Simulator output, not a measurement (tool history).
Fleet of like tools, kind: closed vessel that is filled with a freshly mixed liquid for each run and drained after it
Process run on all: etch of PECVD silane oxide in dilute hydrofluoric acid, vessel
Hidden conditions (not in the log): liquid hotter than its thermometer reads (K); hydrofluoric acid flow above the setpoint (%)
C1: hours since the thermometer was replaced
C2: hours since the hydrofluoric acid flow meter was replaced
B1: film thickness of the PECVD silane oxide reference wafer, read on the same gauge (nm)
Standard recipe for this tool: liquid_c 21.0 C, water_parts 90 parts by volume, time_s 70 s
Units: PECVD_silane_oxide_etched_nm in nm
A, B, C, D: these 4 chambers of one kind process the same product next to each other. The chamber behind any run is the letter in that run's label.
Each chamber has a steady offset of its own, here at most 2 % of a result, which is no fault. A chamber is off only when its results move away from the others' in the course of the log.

{"run": "1B", "hour": 10.4, "liquid_c": 21.0, "water_parts": 90, "time_s": 70, "C1": 460.3, "C2": 1433.3, "B1": 140.02, "PECVD_silane_oxide_etched_nm": 30.81}
{"run": "2C", "hour": 24.1, "liquid_c": 21.0, "water_parts": 90, "time_s": 70, "C1": 822.9, "C2": 317.9, "B1": 139.98, "PECVD_silane_oxide_etched_nm": 30.981}
{"run": "3A", "hour": 36.0, "liquid_c": 21.0, "water_parts": 90, "time_s": 70, "C1": 57.8, "C2": 547.9, "B1": 140.0, "PECVD_silane_oxide_etched_nm": 30.786}
{"run": "4D", "hour": 44.8, "liquid_c": 21.0, "water_parts": 90, "time_s": 70, "C1": 192.2, "C2": 164.7, "B1": 140.0, "PECVD_silane_oxide_etched_nm": 31.386}
{"run": "5B", "hour": 57.9, "liquid_c": 21.0, "water_parts": 90, "time_s": 70, "C1": 507.8, "C2": 1480.8, "B1": 139.97, "PECVD_silane_oxide_etched_nm": 30.856}
{"run": "6A", "hour": 64.8, "liquid_c": 21.0, "water_parts": 90, "time_s": 70, "C1": 86.6, "C2": 576.7, "B1": 140.0, "PECVD_silane_oxide_etched_nm": 31.048}
{"run": "7D", "hour": 74.5, "liquid_c": 21.0, "water_parts": 90, "time_s": 35, "C1": 221.9, "C2": 194.4, "B1": 140.0, "PECVD_silane_oxide_etched_nm": 15.783}
{"run": "8C", "hour": 84.2, "liquid_c": 21.0, "water_parts": 90, "time_s": 35, "C1": 883.0, "C2": 378.0, "B1": 139.99, "PECVD_silane_oxide_etched_nm": 15.442}
{"run": "9B", "hour": 96.6, "liquid_c": 21.0, "water_parts": 90, "time_s": 35, "C1": 546.5, "C2": 1519.5, "B1": 140.01, "PECVD_silane_oxide_etched_nm": 15.492}
{"run": "10A", "hour": 103.4, "liquid_c": 21.0, "water_parts": 90, "time_s": 35, "C1": 125.2, "C2": 615.3, "B1": 139.99, "PECVD_silane_oxide_etched_nm": 15.487}
{"run": "11C", "hour": 115.8, "liquid_c": 24.0, "water_parts": 90, "time_s": 40, "C1": 914.6, "C2": 409.6, "B1": 140.02, "PECVD_silane_oxide_etched_nm": 20.164}
{"run": "12D", "hour": 122.5, "liquid_c": 24.0, "water_parts": 90, "time_s": 40, "C1": 269.9, "C2": 242.4, "B1": 140.01, "PECVD_silane_oxide_etched_nm": 20.334}
{"run": "13D", "hour": 136.5, "liquid_c": 24.0, "water_parts": 90, "time_s": 40, "C1": 283.9, "C2": 256.4, "B1": 140.01, "PECVD_silane_oxide_etched_nm": 20.269}
{"run": "14B", "hour": 149.6, "liquid_c": 24.0, "water_parts": 90, "time_s": 40, "C1": 599.5, "C2": 1572.5, "B1": 140.01, "PECVD_silane_oxide_etched_nm": 20.001}
{"run": "15A", "hour": 157.0, "liquid_c": 21.0, "water_parts": 90, "time_s": 35, "C1": 178.8, "C2": 668.9, "B1": 140.0, "PECVD_silane_oxide_etched_nm": 15.559}
{"run": "16C", "hour": 163.9, "liquid_c": 21.0, "water_parts": 90, "time_s": 35, "C1": 962.7, "C2": 457.7, "B1": 140.01, "PECVD_silane_oxide_etched_nm": 15.429}
{"run": "17A", "hour": 171.2, "liquid_c": 21.0, "water_parts": 90, "time_s": 35, "C1": 193.0, "C2": 683.1, "B1": 140.0, "PECVD_silane_oxide_etched_nm": 15.607}
{"run": "18D", "hour": 184.1, "liquid_c": 21.0, "water_parts": 90, "time_s": 35, "C1": 331.5, "C2": 304.0, "B1": 140.0, "PECVD_silane_oxide_etched_nm": 15.871}
{"run": "19B", "hour": 190.3, "liquid_c": 26.0, "water_parts": 90, "time_s": 70, "C1": 640.2, "C2": 1613.2, "B1": 140.0, "PECVD_silane_oxide_etched_nm": 38.291}
{"run": "20C", "hour": 199.4, "liquid_c": 26.0, "water_parts": 90, "time_s": 70, "C1": 998.2, "C2": 493.2, "B1": 140.0, "PECVD_silane_oxide_etched_nm": 38.142}
{"run": "21D", "hour": 208.3, "liquid_c": 26.0, "water_parts": 90, "time_s": 70, "C1": 355.7, "C2": 328.2, "B1": 140.02, "PECVD_silane_oxide_etched_nm": 38.856}
{"run": "22C", "hour": 219.0, "liquid_c": 26.0, "water_parts": 90, "time_s": 70, "C1": 1017.8, "C2": 512.8, "B1": 139.99, "PECVD_silane_oxide_etched_nm": 37.803}
{"run": "23B", "hour": 228.1, "liquid_c": 21.0, "water_parts": 90, "time_s": 70, "C1": 678.0, "C2": 1651.0, "B1": 140.0, "PECVD_silane_oxide_etched_nm": 31.417}
{"run": "24A", "hour": 239.7, "liquid_c": 21.0, "water_parts": 90, "time_s": 70, "C1": 261.5, "C2": 751.6, "B1": 139.99, "PECVD_silane_oxide_etched_nm": 31.084}
{"run": "25D", "hour": 251.9, "liquid_c": 18.5, "water_parts": 90, "time_s": 50, "C1": 399.3, "C2": 371.8, "B1": 140.01, "PECVD_silane_oxide_etched_nm": 20.396}
{"run": "26B", "hour": 263.3, "liquid_c": 18.5, "water_parts": 90, "time_s": 50, "C1": 713.2, "C2": 1686.2, "B1": 139.99, "PECVD_silane_oxide_etched_nm": 19.875}
{"run": "27C", "hour": 274.4, "liquid_c": 18.5, "water_parts": 90, "time_s": 50, "C1": 1073.2, "C2": 568.2, "B1": 140.01, "PECVD_silane_oxide_etched_nm": 19.953}
{"run": "28A", "hour": 286.2, "liquid_c": 18.5, "water_parts": 90, "time_s": 50, "C1": 308.0, "C2": 798.1, "B1": 140.02, "PECVD_silane_oxide_etched_nm": 19.895}
{"run": "29A", "hour": 300.5, "liquid_c": 21.0, "water_parts": 90, "time_s": 70, "C1": 322.3, "C2": 812.4, "B1": 139.99, "PECVD_silane_oxide_etched_nm": 31.067}
{"run": "30C", "hour": 311.2, "liquid_c": 21.0, "water_parts": 90, "time_s": 70, "C1": 1110.0, "C2": 605.0, "B1": 140.01, "PECVD_silane_oxide_etched_nm": 30.998}
{"run": "31B", "hour": 319.1, "liquid_c": 21.0, "water_parts": 90, "time_s": 70, "C1": 769.0, "C2": 1742.0, "B1": 140.01, "PECVD_silane_oxide_etched_nm": 30.97}
{"run": "32D", "hour": 327.7, "liquid_c": 21.0, "water_parts": 90, "time_s": 70, "C1": 475.1, "C2": 447.6, "B1": 140.02, "PECVD_silane_oxide_etched_nm": 31.755}
{"hour": 336.9, "done": "chamber A: hydrofluoric acid flow meter replaced"}
{"run": "33B", "hour": 339.6, "liquid_c": 21.0, "water_parts": 90, "time_s": 35, "C1": 789.5, "C2": 1762.5, "B1": 139.99, "PECVD_silane_oxide_etched_nm": 15.441}
{"run": "34A", "hour": 346.8, "liquid_c": 21.0, "water_parts": 90, "time_s": 35, "C1": 368.6, "C2": 9.9, "B1": 140.0, "PECVD_silane_oxide_etched_nm": 15.296}
{"run": "35C", "hour": 355.7, "liquid_c": 21.0, "water_parts": 90, "time_s": 35, "C1": 1154.5, "C2": 649.5, "B1": 140.0, "PECVD_silane_oxide_etched_nm": 15.497}
{"run": "36D", "hour": 362.5, "liquid_c": 21.0, "water_parts": 90, "time_s": 35, "C1": 509.9, "C2": 482.4, "B1": 140.0, "PECVD_silane_oxide_etched_nm": 15.825}
{"run": "37A", "hour": 375.5, "liquid_c": 21.0, "water_parts": 125, "time_s": 40, "C1": 397.3, "C2": 38.6, "B1": 140.0, "PECVD_silane_oxide_etched_nm": 12.349}
{"run": "38B", "hour": 383.1, "liquid_c": 21.0, "water_parts": 125, "time_s": 40, "C1": 833.0, "C2": 1806.0, "B1": 139.98, "PECVD_silane_oxide_etched_nm": 12.28}
{"run": "39D", "hour": 396.3, "liquid_c": 21.0, "water_parts": 125, "time_s": 40, "C1": 543.7, "C2": 516.2, "B1": 139.98, "PECVD_silane_oxide_etched_nm": 12.686}

What goes on in this fleet: one chamber off, a drifting gauge, or nothing beyond the chambers' own small offsets? Name the chamber and the cause, if any.

No chamber is off and the gauge is stable; the differences are just each chamber's small, constant offset.
